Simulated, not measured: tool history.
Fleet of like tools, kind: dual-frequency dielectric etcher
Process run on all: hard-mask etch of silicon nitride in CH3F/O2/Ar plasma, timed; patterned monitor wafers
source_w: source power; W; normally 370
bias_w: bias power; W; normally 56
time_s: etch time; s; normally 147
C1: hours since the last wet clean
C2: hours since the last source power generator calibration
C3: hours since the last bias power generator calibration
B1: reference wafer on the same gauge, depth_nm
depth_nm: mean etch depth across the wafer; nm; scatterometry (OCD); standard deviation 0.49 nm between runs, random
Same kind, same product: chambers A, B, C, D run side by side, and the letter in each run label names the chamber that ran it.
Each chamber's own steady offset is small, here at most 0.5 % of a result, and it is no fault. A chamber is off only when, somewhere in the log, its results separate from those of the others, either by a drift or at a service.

run 1B hour=5.8 | source_w=370 bias_w=56 time_s=147 | C1=414.0 C2=2072.0 C3=3920.7 | B1=86.463 | depth_nm=91.722
run 2A hour=12.0 | source_w=370 bias_w=56 time_s=147 | C1=210.4 C2=2904.4 C3=2171.0 | B1=86.451 | depth_nm=91.231
run 3D hour=15.7 | source_w=370 bias_w=56 time_s=147 | C1=447.5 C2=604.6 C3=850.1 | B1=86.497 | depth_nm=91.537
run 4C hour=23.6 | source_w=370 bias_w=56 time_s=147 | C1=218.9 C2=2111.9 C3=148.4 | B1=86.584 | depth_nm=91.952
run 5A hour=30.9 | source_w=370 bias_w=56 time_s=147 | C1=229.3 C2=2923.3 C3=2189.9 | B1=86.463 | depth_nm=92.134
run 6B hour=37.8 | source_w=370 bias_w=56 time_s=147 | C1=446.0 C2=2104.0 C3=3952.7 | B1=86.442 | depth_nm=92.332
run 7C hour=44.8 | source_w=370 bias_w=56 time_s=147 | C1=240.1 C2=2133.1 C3=169.6 | B1=86.464 | depth_nm=91.926
run 8D hour=52.8 | source_w=310 bias_w=56 time_s=147 | C1=484.6 C2=641.7 C3=887.2 | B1=86.640 | depth_nm=86.376
run 9B hour=59.7 | source_w=310 bias_w=56 time_s=147 | C1=467.9 C2=2125.9 C3=3974.6 | B1=86.440 | depth_nm=86.310
-- hour=61.3 chamber B: wet clean of the chamber
run 10C hour=64.5 | source_w=310 bias_w=56 time_s=147 | C1=259.8 C2=2152.8 C3=189.3 | B1=86.456 | depth_nm=84.876
run 11D hour=70.4 | source_w=310 bias_w=56 time_s=147 | C1=502.2 C2=659.3 C3=904.8 | B1=86.402 | depth_nm=85.811
run 12A hour=74.7 | source_w=370 bias_w=56 time_s=147 | C1=273.1 C2=2967.1 C3=2233.7 | B1=86.428 | depth_nm=91.570
-- hour=77.2 chamber D: wet clean of the chamber
run 13A hour=79.4 | source_w=370 bias_w=56 time_s=147 | C1=277.8 C2=2971.8 C3=2238.4 | B1=86.566 | depth_nm=92.338
run 14C hour=87.6 | source_w=370 bias_w=56 time_s=147 | C1=282.9 C2=2175.9 C3=212.4 | B1=86.493 | depth_nm=91.573
run 15D hour=91.4 | source_w=370 bias_w=56 time_s=172 | C1=14.2 C2=680.3 C3=925.8 | B1=86.570 | depth_nm=107.750
run 16B hour=99.9 | source_w=370 bias_w=56 time_s=172 | C1=38.6 C2=2166.1 C3=4014.8 | B1=86.557 | depth_nm=107.700
run 17B hour=106.6 | source_w=370 bias_w=56 time_s=172 | C1=45.3 C2=2172.8 C3=4021.5 | B1=86.515 | depth_nm=107.720
run 18A hour=112.0 | source_w=370 bias_w=56 time_s=172 | C1=310.4 C2=3004.4 C3=2271.0 | B1=86.510 | depth_nm=107.790
run 19C hour=117.1 | source_w=370 bias_w=56 time_s=147 | C1=312.4 C2=2205.4 C3=241.9 | B1=86.567 | depth_nm=91.724
run 20D hour=121.7 | source_w=370 bias_w=56 time_s=147 | C1=44.5 C2=710.6 C3=956.1 | B1=86.458 | depth_nm=91.813
run 21C hour=128.8 | source_w=370 bias_w=60 time_s=147 | C1=324.1 C2=2217.1 C3=253.6 | B1=86.507 | depth_nm=93.788
run 22B hour=135.5 | source_w=370 bias_w=60 time_s=147 | C1=74.2 C2=2201.7 C3=4050.4 | B1=86.518 | depth_nm=94.093
run 23A hour=141.0 | source_w=370 bias_w=60 time_s=147 | C1=339.4 C2=3033.4 C3=2300.0 | B1=86.611 | depth_nm=95.533
run 24D hour=145.5 | source_w=370 bias_w=60 time_s=147 | C1=68.3 C2=734.4 C3=979.9 | B1=86.516 | depth_nm=94.203
run 25D hour=150.8 | source_w=370 bias_w=56 time_s=147 | C1=73.6 C2=739.7 C3=985.2 | B1=86.413 | depth_nm=91.092
run 26A hour=159.3 | source_w=370 bias_w=56 time_s=147 | C1=357.7 C2=3051.7 C3=2318.3 | B1=86.458 | depth_nm=92.949
run 27B hour=165.5 | source_w=370 bias_w=56 time_s=147 | C1=104.2 C2=2231.7 C3=4080.4 | B1=86.466 | depth_nm=92.017
run 28C hour=170.7 | source_w=370 bias_w=56 time_s=147 | C1=366.0 C2=2259.0 C3=295.5 | B1=86.417 | depth_nm=91.855
run 29C hour=176.5 | source_w=370 bias_w=56 time_s=147 | C1=371.8 C2=2264.8 C3=301.3 | B1=86.499 | depth_nm=91.999
run 30B hour=182.6 | source_w=370 bias_w=56 time_s=147 | C1=121.3 C2=2248.8 C3=4097.5 | B1=86.471 | depth_nm=92.709
run 31D hour=186.8 | source_w=370 bias_w=56 time_s=147 | C1=109.6 C2=775.7 C3=1021.2 | B1=86.350 | depth_nm=91.260
run 32A hour=193.3 | source_w=370 bias_w=49 time_s=147 | C1=391.7 C2=3085.7 C3=2352.3 | B1=86.610 | depth_nm=89.286
run 33D hour=199.1 | source_w=370 bias_w=49 time_s=147 | C1=121.9 C2=788.0 C3=1033.5 | B1=86.427 | depth_nm=88.101
run 34A hour=206.1 | source_w=370 bias_w=49 time_s=147 | C1=404.5 C2=3098.5 C3=2365.1 | B1=86.491 | depth_nm=90.265
run 35B hour=211.2 | source_w=370 bias_w=49 time_s=147 | C1=149.9 C2=2277.4 C3=4126.1 | B1=86.578 | depth_nm=88.676
run 36C hour=215.7 | source_w=370 bias_w=56 time_s=147 | C1=411.0 C2=2304.0 C3=340.5 | B1=86.520 | depth_nm=91.431
run 37A hour=224.2 | source_w=370 bias_w=56 time_s=147 | C1=422.6 C2=3116.6 C3=2383.2 | B1=86.466 | depth_nm=93.237
run 38D hour=228.0 | source_w=370 bias_w=56 time_s=147 | C1=150.8 C2=816.9 C3=1062.4 | B1=86.453 | depth_nm=90.733
run 39C hour=235.6 | source_w=370 bias_w=56 time_s=147 | C1=430.9 C2=2323.9 C3=360.4 | B1=86.358 | depth_nm=91.717
run 40B hour=241.3 | source_w=370 bias_w=56 time_s=147 | C1=180.0 C2=2307.5 C3=4156.2 | B1=86.460 | depth_nm=91.646
run 41A hour=248.9 | source_w=370 bias_w=56 time_s=147 | C1=447.3 C2=3141.3 C3=2407.9 | B1=86.478 | depth_nm=94.405
run 42D hour=254.8 | source_w=410 bias_w=56 time_s=147 | C1=177.6 C2=843.7 C3=1089.2 | B1=86.557 | depth_nm=94.839
run 43B hour=262.0 | source_w=410 bias_w=56 time_s=147 | C1=200.7 C2=2328.2 C3=4176.9 | B1=86.533 | depth_nm=95.334

All 4 chambers run these settings next. Forecast each chamber's results:
run 44A hour=268.1 | source_w=370 bias_w=56 time_s=147 | depth_nm=?
run 44B hour=268.1 | source_w=370 bias_w=56 time_s=147 | depth_nm=?
run 44C hour=268.1 | source_w=370 bias_w=56 time_s=147 | depth_nm=?
run 44D hour=268.1 | source_w=370 bias_w=56 time_s=147 | depth_nm=?

run=44A depth_nm=94.277
run=44B depth_nm=92.431
run=44C depth_nm=91.818
run=44D depth_nm=91.449
